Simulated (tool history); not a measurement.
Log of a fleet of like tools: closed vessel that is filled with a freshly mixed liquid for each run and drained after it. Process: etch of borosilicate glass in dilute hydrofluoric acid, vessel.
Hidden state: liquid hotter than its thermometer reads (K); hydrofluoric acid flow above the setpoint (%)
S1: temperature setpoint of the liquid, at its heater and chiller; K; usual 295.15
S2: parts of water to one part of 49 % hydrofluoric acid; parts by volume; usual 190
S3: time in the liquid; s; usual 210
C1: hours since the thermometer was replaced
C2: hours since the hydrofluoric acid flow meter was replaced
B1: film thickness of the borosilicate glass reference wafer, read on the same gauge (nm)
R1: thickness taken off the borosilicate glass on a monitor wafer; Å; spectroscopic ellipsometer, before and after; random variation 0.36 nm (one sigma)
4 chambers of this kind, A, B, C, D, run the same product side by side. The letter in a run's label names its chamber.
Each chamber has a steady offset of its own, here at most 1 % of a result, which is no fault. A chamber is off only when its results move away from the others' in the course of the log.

run,hour,S1,S2,S3,C1,C2,B1,R1
1D,10.6,295.15,190,210,703.1,713.7,39.987,389.13
2A,20.0,295.15,190,210,1311.2,373.9,39.993,387.34
3C,31.4,295.15,190,210,36.3,1344.6,39.978,388.46
4B,42.1,295.15,190,210,1126.7,743.4,39.974,379.35
5C,54.0,295.15,190,210,58.9,1367.2,40.036,391.69
6D,65.0,295.15,190,210,757.5,768.1,40.000,380.00
7B,71.3,293.65,190,160,1155.9,772.6,40.019,274.45
8A,80.5,293.65,190,160,1371.7,434.4,40.002,279.53
9D,90.0,293.65,190,160,782.5,793.1,39.984,278.11
10C,98.8,293.65,190,160,103.7,1412.0,40.007,281.31
11B,104.8,295.15,190,210,1189.4,806.1,39.986,380.91
12A,116.3,295.15,190,210,1407.5,470.2,40.003,386.57
13C,123.4,295.15,190,210,128.3,1436.6,40.003,393.51
14B,131.4,295.15,190,210,1216.0,832.7,40.017,376.18
15D,136.9,295.15,140,210,829.4,840.0,39.992,544.62
16A,144.0,295.15,140,210,1435.2,497.9,40.001,549.09
17B,155.4,295.15,140,210,1240.0,856.7,40.019,542.37
# hour 161.3: chamber D: hydrofluoric acid flow meter replaced
18A,167.9,295.15,140,210,1459.1,521.8,39.990,553.28
19D,175.2,295.15,190,210,867.7,13.9,39.997,380.99
20C,182.4,295.15,190,210,187.3,1495.6,40.020,407.39
21A,193.4,295.15,190,210,1484.6,547.3,39.987,390.55
22B,204.6,295.15,190,210,1289.2,905.9,40.016,380.81
23D,210.8,295.15,220,270,903.3,49.5,40.004,415.74
24C,219.1,295.15,220,270,224.0,1532.3,40.002,437.82
25D,225.2,295.15,220,270,917.7,63.9,40.019,415.86
# hour 227.6: chamber A: thermometer replaced
26A,234.3,295.15,220,270,6.8,588.2,39.967,416.62
27B,243.8,295.15,190,210,1328.4,945.1,40.030,385.83
28C,252.3,295.15,190,210,257.2,1565.5,39.994,409.01

Is one chamber off against the others, does the gauge drift, or is nothing wrong? If a chamber is off, say which, and what the likeliest cause is.

Chamber C drifts away from the others.
Cause: hydrofluoric acid flow above the setpoint (%) = 5.27.
The log may not tell that from: liquid hotter than its thermometer reads (K).

Here are 4 candidates for chamber C's next run, each the usual settings with a change, their results left as question marks. Which one brings its results back in line with what the others give on the usual settings?
In line means no further than this from the other chambers' mean on the usual settings: R1 13.00 Å
29C-1,261.3,295.15,195,200,,,,?
29C-2,261.3,295.15,190,240,,,,?
29C-3,261.3,295.15,185,220,,,,?
29C-4,261.3,295.15,200,195,,,,?

The other chambers' mean on the usual settings: R1 381.55 Å
run,R1
29C-1,378.85
29C-2,468.76
29C-3,443.34
29C-4,358.49
29C-1 brings the chamber back in line.
